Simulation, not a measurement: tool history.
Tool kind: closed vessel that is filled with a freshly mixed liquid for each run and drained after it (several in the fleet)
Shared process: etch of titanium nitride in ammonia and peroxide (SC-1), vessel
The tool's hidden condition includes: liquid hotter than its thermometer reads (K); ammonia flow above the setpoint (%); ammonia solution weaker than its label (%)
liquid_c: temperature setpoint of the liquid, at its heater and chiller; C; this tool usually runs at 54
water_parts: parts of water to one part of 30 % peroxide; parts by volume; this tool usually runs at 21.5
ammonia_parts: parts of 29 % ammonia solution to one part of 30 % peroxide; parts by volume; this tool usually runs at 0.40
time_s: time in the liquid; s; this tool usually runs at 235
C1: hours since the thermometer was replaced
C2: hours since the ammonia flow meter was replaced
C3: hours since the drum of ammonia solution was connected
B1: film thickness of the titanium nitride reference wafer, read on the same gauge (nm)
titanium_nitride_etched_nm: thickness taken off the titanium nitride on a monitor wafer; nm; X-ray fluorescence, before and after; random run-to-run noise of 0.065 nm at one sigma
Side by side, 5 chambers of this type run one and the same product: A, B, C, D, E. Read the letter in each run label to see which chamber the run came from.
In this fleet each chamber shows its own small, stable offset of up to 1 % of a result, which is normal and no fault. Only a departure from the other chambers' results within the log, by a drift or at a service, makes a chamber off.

Run 1D, hour 6.5: usual settings; C1 1997.9; C2 915.3; C3 147.0; B1 89.995. Result: titanium_nitride_etched_nm 9.5457 nm.
Run 2B, hour 14.4: usual settings; C1 363.7; C2 388.9; C3 352.6; B1 90.012. Result: titanium_nitride_etched_nm 9.5248 nm.
Run 3A, hour 22.7: usual settings; C1 168.5; C2 1043.4; C3 156.8; B1 90.001. Result: titanium_nitride_etched_nm 9.6626 nm.
Run 4C, hour 28.6: usual settings; C1 1718.8; C2 1651.3; C3 659.5; B1 90.003. Result: titanium_nitride_etched_nm 9.5872 nm.
Run 5E, hour 34.1: usual settings; C1 1165.3; C2 61.7; C3 356.1; B1 89.996. Result: titanium_nitride_etched_nm 9.5260 nm.
Run 6C, hour 45.9: usual settings; C1 1736.1; C2 1668.6; C3 676.8; B1 89.996. Result: titanium_nitride_etched_nm 9.5467 nm.
Run 7D, hour 58.2: usual settings but ammonia_parts 0.50 parts by volume; C1 2049.6; C2 967.0; C3 198.7; B1 90.016. Result: titanium_nitride_etched_nm 10.0800 nm.
At hour 59.9: chamber B: new drum of ammonia solution connected.
Run 8A, hour 67.8: usual settings but ammonia_parts 0.50 parts by volume; C1 213.6; C2 1088.5; C3 201.9; B1 89.983. Result: titanium_nitride_etched_nm 10.0170 nm.
Run 9B, hour 79.8: usual settings but ammonia_parts 0.50 parts by volume; C1 429.1; C2 454.3; C3 20.0; B1 90.000. Result: titanium_nitride_etched_nm 9.9796 nm.
Run 10E, hour 86.8: usual settings but ammonia_parts 0.50 parts by volume; C1 1218.0; C2 114.4; C3 408.8; B1 89.988. Result: titanium_nitride_etched_nm 9.8885 nm.
Run 11E, hour 94.6: usual settings but ammonia_parts 0.50 parts by volume; C1 1225.8; C2 122.2; C3 416.6; B1 90.006. Result: titanium_nitride_etched_nm 9.8438 nm.
Run 12C, hour 101.3: usual settings; C1 1791.5; C2 1724.0; C3 732.2; B1 90.022. Result: titanium_nitride_etched_nm 9.5380 nm.
Run 13D, hour 113.1: usual settings; C1 2104.5; C2 1021.9; C3 253.6; B1 89.998. Result: titanium_nitride_etched_nm 9.6817 nm.
Run 14B, hour 124.2: usual settings; C1 473.5; C2 498.7; C3 64.4; B1 90.013. Result: titanium_nitride_etched_nm 9.7135 nm.
Run 15A, hour 133.7: usual settings; C1 279.5; C2 1154.4; C3 267.8; B1 90.009. Result: titanium_nitride_etched_nm 9.6034 nm.
Run 16B, hour 141.0: usual settings; C1 490.3; C2 515.5; C3 81.2; B1 89.995. Result: titanium_nitride_etched_nm 9.7222 nm.
Run 17D, hour 149.8: usual settings; C1 2141.2; C2 1058.6; C3 290.3; B1 90.011. Result: titanium_nitride_etched_nm 9.5293 nm.
Run 18C, hour 155.7: usual settings but ammonia_parts 0.45 parts by volume; C1 1845.9; C2 1778.4; C3 786.6; B1 89.986. Result: titanium_nitride_etched_nm 9.8076 nm.
Run 19E, hour 161.9: usual settings but ammonia_parts 0.45 parts by volume; C1 1293.1; C2 189.5; C3 483.9; B1 89.982. Result: titanium_nitride_etched_nm 9.7110 nm.
Run 20A, hour 167.8: usual settings but ammonia_parts 0.45 parts by volume; C1 313.6; C2 1188.5; C3 301.9; B1 90.005. Result: titanium_nitride_etched_nm 9.8350 nm.
Run 21E, hour 180.1: usual settings but ammonia_parts 0.45 parts by volume; C1 1311.3; C2 207.7; C3 502.1; B1 89.988. Result: titanium_nitride_etched_nm 9.6793 nm.
Run 22C, hour 190.4: usual settings but ammonia_parts 0.45 parts by volume; C1 1880.6; C2 1813.1; C3 821.3; B1 90.001. Result: titanium_nitride_etched_nm 9.8134 nm.
Run 23D, hour 198.4: usual settings but ammonia_parts 0.25 parts by volume; C1 2189.8; C2 1107.2; C3 338.9; B1 90.019. Result: titanium_nitride_etched_nm 8.7827 nm.
Run 24A, hour 207.1: usual settings but ammonia_parts 0.25 parts by volume; C1 352.9; C2 1227.8; C3 341.2; B1 90.012. Result: titanium_nitride_etched_nm 8.7571 nm.
Run 25B, hour 213.2: usual settings but ammonia_parts 0.25 parts by volume; C1 562.5; C2 587.7; C3 153.4; B1 90.004. Result: titanium_nitride_etched_nm 8.8657 nm.
Run 26B, hour 218.9: usual settings but ammonia_parts 0.25 parts by volume; C1 568.2; C2 593.4; C3 159.1; B1 89.997. Result: titanium_nitride_etched_nm 8.8771 nm.
Run 27D, hour 228.9: usual settings but ammonia_parts 0.25 parts by volume; C1 2220.3; C2 1137.7; C3 369.4; B1 90.017. Result: titanium_nitride_etched_nm 8.7047 nm.
Run 28E, hour 234.5: usual settings but water_parts 25.5 parts by volume; C1 1365.7; C2 262.1; C3 556.5; B1 90.024. Result: titanium_nitride_etched_nm 8.6644 nm.
Run 29C, hour 241.3: usual settings but water_parts 25.5 parts by volume; C1 1931.5; C2 1864.0; C3 872.2; B1 89.990. Result: titanium_nitride_etched_nm 8.6950 nm.
Run 30A, hour 247.2: usual settings but water_parts 25.5 parts by volume; C1 393.0; C2 1267.9; C3 381.3; B1 89.997. Result: titanium_nitride_etched_nm 8.7642 nm.
Run 31C, hour 259.1: usual settings but water_parts 25.5 parts by volume; C1 1949.3; C2 1881.8; C3 890.0; B1 90.009. Result: titanium_nitride_etched_nm 8.8665 nm.
Run 32A, hour 264.6: usual settings but water_parts 25.5 parts by volume; C1 410.4; C2 1285.3; C3 398.7; B1 90.003. Result: titanium_nitride_etched_nm 8.7221 nm.
Run 33D, hour 270.5: usual settings; C1 2261.9; C2 1179.3; C3 411.0; B1 90.006. Result: titanium_nitride_etched_nm 9.6568 nm.
Run 34E, hour 281.8: usual settings; C1 1413.0; C2 309.4; C3 603.8; B1 90.017. Result: titanium_nitride_etched_nm 9.5972 nm.

Next, every chamber runs the same settings. What will each give?
Run 35A, hour 290.7: usual settings but ammonia_parts 0.50 parts by volume. Result: titanium_nitride_etched_nm ?.
Run 35B, hour 290.7: usual settings but ammonia_parts 0.50 parts by volume. Result: titanium_nitride_etched_nm ?.
Run 35C, hour 290.7: usual settings but ammonia_parts 0.50 parts by volume. Result: titanium_nitride_etched_nm ?.
Run 35D, hour 290.7: usual settings but ammonia_parts 0.50 parts by volume. Result: titanium_nitride_etched_nm ?.
Run 35E, hour 290.7: usual settings but ammonia_parts 0.50 parts by volume. Result: titanium_nitride_etched_nm ?.

run  titanium_nitride_etched_nm
35A                     10.0070
35B                     10.0260
35C                     10.0570
35D                      9.9706
35E                      9.8649

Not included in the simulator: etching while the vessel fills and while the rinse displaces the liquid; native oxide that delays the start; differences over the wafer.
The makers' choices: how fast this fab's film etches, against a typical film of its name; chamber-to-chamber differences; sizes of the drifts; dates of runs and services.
